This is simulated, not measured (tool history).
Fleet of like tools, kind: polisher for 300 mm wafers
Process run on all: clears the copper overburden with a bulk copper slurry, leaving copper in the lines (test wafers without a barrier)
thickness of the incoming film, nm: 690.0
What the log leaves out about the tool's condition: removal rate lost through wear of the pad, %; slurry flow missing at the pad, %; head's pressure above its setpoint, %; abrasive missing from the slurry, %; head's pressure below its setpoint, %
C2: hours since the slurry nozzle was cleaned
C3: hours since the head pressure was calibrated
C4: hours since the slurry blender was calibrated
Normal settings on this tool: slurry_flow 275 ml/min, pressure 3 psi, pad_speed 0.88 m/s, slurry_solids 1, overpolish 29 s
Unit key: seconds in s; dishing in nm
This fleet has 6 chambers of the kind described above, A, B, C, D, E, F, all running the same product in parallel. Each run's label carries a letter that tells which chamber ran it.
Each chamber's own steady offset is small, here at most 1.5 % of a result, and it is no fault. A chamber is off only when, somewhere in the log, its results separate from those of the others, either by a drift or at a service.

At hour 4.8: chamber E: slurry blender recalibrated.
Run 1E, hour 8.5: usual settings; wafers polished on this pad 96; C2 410.3; C3 1135.7; C4 3.7. Result: seconds 83.763 s, dishing 105.1 nm.
At hour 12: chamber E: head pressure recalibrated.
Run 2C, hour 17.9: usual settings; wafers polished on this pad 273; C2 618.4; C3 509; C4 85.1. Result: seconds 84.071 s, dishing 98.986 nm.
Run 3D, hour 25.7: usual settings; wafers polished on this pad 448; C2 203.3; C3 420.6; C4 61.6. Result: seconds 83.033 s, dishing 101.05 nm.
At hour 27.2: chamber B: slurry blender recalibrated.
Run 4A, hour 31.7: usual settings; wafers polished on this pad 428; C2 480.2; C3 364.3; C4 116.4. Result: seconds 80.773 s, dishing 102.71 nm.
Run 5F, hour 39.4: usual settings; wafers polished on this pad 643; C2 238.5; C3 906.5; C4 269.5. Result: seconds 82.551 s, dishing 96.071 nm.
At hour 39.7: chamber B: worn pad replaced by a new one.
At hour 46.6: chamber E: slurry nozzle cleaned.
Run 6B, hour 52.1: usual settings; wafers polished on this pad 101; C2 290.6; C3 191.5; C4 25. Result: seconds 82.077 s, dishing 98.8 nm.
At hour 56.2: chamber C: worn pad replaced by a new one.
Run 7C, hour 58.7: usual settings; wafers polished on this pad 20; C2 659.2; C3 549.8; C4 125.9. Result: seconds 82.397 s, dishing 100.42 nm.
Run 8D, hour 70.8: usual settings; wafers polished on this pad 814; C2 248.4; C3 465.7; C4 106.7. Result: seconds 83.234 s, dishing 99.518 nm.
Run 9B, hour 81.8: usual settings; wafers polished on this pad 342; C2 320.3; C3 221.2; C4 54.7. Result: seconds 82.04 s, dishing 96.338 nm.
Run 10E, hour 89.9: usual settings but pressure 2.7 psi, slurry_solids 0.85; wafers polished on this pad 757; C2 43.4; C3 78; C4 85.1. Result: seconds 95.846 s, dishing 91.94 nm.
At hour 95.4: chamber F: slurry blender recalibrated.
Run 11A, hour 103: usual settings but pressure 2.7 psi, slurry_solids 0.85; wafers polished on this pad 1006; C2 551.5; C3 435.6; C4 187.7. Result: seconds 96.829 s, dishing 96.252 nm.
At hour 107.5: chamber D: worn pad replaced by a new one.
At hour 108.8: chamber F: worn pad replaced by a new one.
Run 12F, hour 112.5: usual settings but pressure 2.7 psi, slurry_solids 0.85; wafers polished on this pad 30; C2 311.6; C3 979.6; C4 17.1. Result: seconds 95.995 s, dishing 93.042 nm.
At hour 117.3: chamber D: slurry blender recalibrated.
Run 13C, hour 119.8: usual settings but pressure 2.7 psi, slurry_solids 0.85; wafers polished on this pad 516; C2 720.3; C3 610.9; C4 187. Result: seconds 95.788 s, dishing 90.965 nm.
At hour 121.7: chamber F: head pressure recalibrated.
At hour 123.9: chamber B: worn pad replaced by a new one.
At hour 125.1: chamber C: slurry blender recalibrated.
Run 14F, hour 126.5: usual settings but pressure 2.7 psi, slurry_solids 0.85; wafers polished on this pad 144; C2 325.6; C3 4.9; C4 31.1. Result: seconds 95.784 s, dishing 94.399 nm.
At hour 132.9: chamber C: worn pad replaced by a new one.
At hour 137.3: chamber B: slurry blender recalibrated.
Run 15E, hour 139.2: usual settings but pressure 2.7 psi, slurry_solids 0.85; wafers polished on this pad 1157; C2 92.7; C3 127.3; C4 134.4. Result: seconds 95.853 s, dishing 96.377 nm.
Run 16D, hour 145.8: usual settings; wafers polished on this pad 311; C2 323.4; C3 540.7; C4 28.5. Result: seconds 84.66 s, dishing 98.917 nm.
At hour 149.9: chamber E: worn pad replaced by a new one.
Run 17B, hour 156.6: usual settings; wafers polished on this pad 265; C2 395.1; C3 296; C4 19.3. Result: seconds 81.583 s, dishing 102.3 nm.
Run 18A, hour 164.9: usual settings; wafers polished on this pad 1509; C2 613.4; C3 497.5; C4 249.6. Result: seconds 83.919 s, dishing 102.72 nm.
Run 19E, hour 172.7: usual settings; wafers polished on this pad 185; C2 126.2; C3 160.8; C4 167.9. Result: seconds 83.093 s, dishing 104.98 nm.
At hour 179.7: chamber A: head pressure recalibrated.
Run 20B, hour 182.3: usual settings; wafers polished on this pad 474; C2 420.8; C3 321.7; C4 45. Result: seconds 83.381 s, dishing 103.38 nm.
At hour 185.4: chamber A: slurry blender recalibrated.
At hour 192.8: chamber B: worn pad replaced by a new one.
Run 21D, hour 194.1: usual settings but pad_speed 0.74 m/s; wafers polished on this pad 703; C2 371.7; C3 589; C4 76.8. Result: seconds 97.676 s, dishing 94.184 nm.
At hour 198.2: chamber F: slurry nozzle cleaned.
At hour 201.1: chamber C: worn pad replaced by a new one.
At hour 207.1: chamber C: head pressure recalibrated.
Run 22F, hour 207.3: usual settings but pad_speed 0.74 m/s; wafers polished on this pad 800; C2 9.1; C3 85.7; C4 111.9. Result: seconds 97.674 s, dishing 87.821 nm.
At hour 212.5: chamber B: slurry nozzle cleaned.
Run 23C, hour 215.7: usual settings but pad_speed 0.74 m/s; wafers polished on this pad 119; C2 816.2; C3 8.7; C4 90.7. Result: seconds 97.349 s, dishing 94.675 nm.
Run 24A, hour 226.9: usual settings but pad_speed 0.74 m/s; wafers polished on this pad 2013; C2 675.4; C3 47.3; C4 41.6. Result: seconds 99.618 s, dishing 98.292 nm.
Run 25B, hour 236.5: usual settings but pad_speed 0.74 m/s; wafers polished on this pad 354; C2 24; C3 375.9; C4 99.2. Result: seconds 97.7 s, dishing 97.492 nm.
At hour 239.1: chamber D: slurry nozzle cleaned.
Run 26A, hour 244.8: usual settings but pad_speed 0.74 m/s; wafers polished on this pad 2158; C2 693.3; C3 65.2; C4 59.5. Result: seconds 102.69 s, dishing 97.496 nm.
At hour 248.2: chamber B: slurry blender recalibrated.
Run 27D, hour 250.7: usual settings; wafers polished on this pad 1163; C2 11.6; C3 645.6; C4 133.4. Result: seconds 82.268 s, dishing 101.94 nm.
At hour 259.4: chamber F: worn pad replaced by a new one.
Run 28F, hour 261.8: usual settings; wafers polished on this pad 20; C2 63.6; C3 140.2; C4 166.4. Result: seconds 82.447 s, dishing 99.727 nm.
At hour 261.9: chamber B: worn pad replaced by a new one.
At hour 262.9: chamber D: worn pad replaced by a new one.
Run 29C, hour 267.8: usual settings; wafers polished on this pad 542; C2 868.3; C3 60.8; C4 142.8. Result: seconds 83.491 s, dishing 99.447 nm.
At hour 271: chamber E: slurry blender recalibrated.
At hour 274.6: chamber C: worn pad replaced by a new one.
At hour 278.1: chamber D: slurry blender recalibrated.
At hour 280.1: chamber E: worn pad replaced by a new one.
Run 30E, hour 280.3: usual settings; wafers polished on this pad 1; C2 233.8; C3 268.4; C4 9.3. Result: seconds 82.598 s, dishing 102.81 nm.
Run 31C, hour 289.6: usual settings; wafers polished on this pad 122; C2 890.1; C3 82.6; C4 164.6. Result: seconds 82.93 s, dishing 98.516 nm.
Run 32A, hour 299.7: usual settings but pressure 3.6 psi; wafers polished on this pad 2604; C2 748.2; C3 120.1; C4 114.4. Result: seconds 72.039 s, dishing 108.93 nm.
At hour 308.4: chamber C: slurry nozzle cleaned.
Run 33F, hour 312.8: usual settings but pressure 3.6 psi; wafers polished on this pad 434; C2 114.6; C3 191.2; C4 217.4. Result: seconds 70.455 s, dishing 115.67 nm.
Run 34B, hour 322.7: usual settings but pressure 3.6 psi; wafers polished on this pad 494; C2 110.2; C3 462.1; C4 74.5. Result: seconds 68.879 s, dishing 110.89 nm.
At hour 331.1: chamber C: slurry blender recalibrated.
Run 35E, hour 332.9: usual settings but pressure 3.6 psi; wafers polished on this pad 428; C2 286.4; C3 321; C4 61.9. Result: seconds 69.407 s, dishing 113.95 nm.
At hour 334.1: chamber B: worn pad replaced by a new one.
Run 36D, hour 343.4: usual settings but pressure 3.6 psi; wafers polished on this pad 653; C2 104.3; C3 738.3; C4 65.3. Result: seconds 69.085 s, dishing 109.79 nm.
Run 37C, hour 355.5: usual settings but pressure 3.6 psi; wafers polished on this pad 657; C2 47.2; C3 148.5; C4 24.4. Result: seconds 69.755 s, dishing 116.28 nm.
Run 38F, hour 362.6: usual settings; wafers polished on this pad 838; C2 164.4; C3 241; C4 267.2. Result: seconds 82.505 s, dishing 104.22 nm.
At hour 367.3: chamber B: slurry blender recalibrated.
Run 39B, hour 373.3: usual settings but pressure 2.6 psi, pad_speed 1.02 m/s; wafers polished on this pad 318; C2 160.8; C3 512.7; C4 6. Result: seconds 81.176 s, dishing 93.241 nm.
Run 40A, hour 382.2: usual settings but pressure 2.6 psi, pad_speed 1.02 m/s; wafers polished on this pad 3274; C2 830.7; C3 202.6; C4 196.9. Result: seconds 87.224 s, dishing 91.428 nm.
Run 41E, hour 388.1: usual settings but pressure 2.6 psi, pad_speed 1.02 m/s; wafers polished on this pad 877; C2 341.6; C3 376.2; C4 117.1. Result: seconds 83.954 s, dishing 97.239 nm.

One chamber off, gauge drift, or nothing amiss beyond the chambers' own small offsets? If it is a chamber, which one, and what is the likeliest cause?

It is chamber A that slowly wanders off from its peers.
Likeliest cause: removal rate lost through wear of the pad, % = 6.36.
Not necessarily distinguishable in this log from: slurry flow missing at the pad, %.

Below are 4 candidate recipes for chamber A's next run, each the usual settings with a change, their results shown as question marks. Which of them brings A's results back in line with what the other chambers give on the usual settings?
To be in line, a result may differ from the other chambers' mean on the usual settings by at most: seconds 3 s; dishing 8.8 nm
Run 42A-1, hour 397.6: usual settings but pressure 2.9 psi, pad_speed 0.86 m/s, overpolish 30 s. Result: seconds ?, dishing ?.
Run 42A-2, hour 397.6: usual settings but pressure 3.1 psi, pad_speed 0.9 m/s, overpolish 28 s. Result: seconds ?, dishing ?.
Run 42A-3, hour 397.6: usual settings but pressure 2.8 psi, pad_speed 0.82 m/s, overpolish 31 s. Result: seconds ?, dishing ?.
Run 42A-4, hour 397.6: usual settings but pressure 3.2 psi, pad_speed 0.94 m/s, overpolish 27 s. Result: seconds ?, dishing ?.

Average result of the remaining chambers running the usual settings: seconds 82.956 s; dishing 101.02 nm
  run  seconds  dishing
42A-1   93.441   98.202
42A-2   83.662   101.06
42A-3   101.37   95.468
42A-4   77.677   103.28
42A-2 puts the chamber back in line with the other chambers.
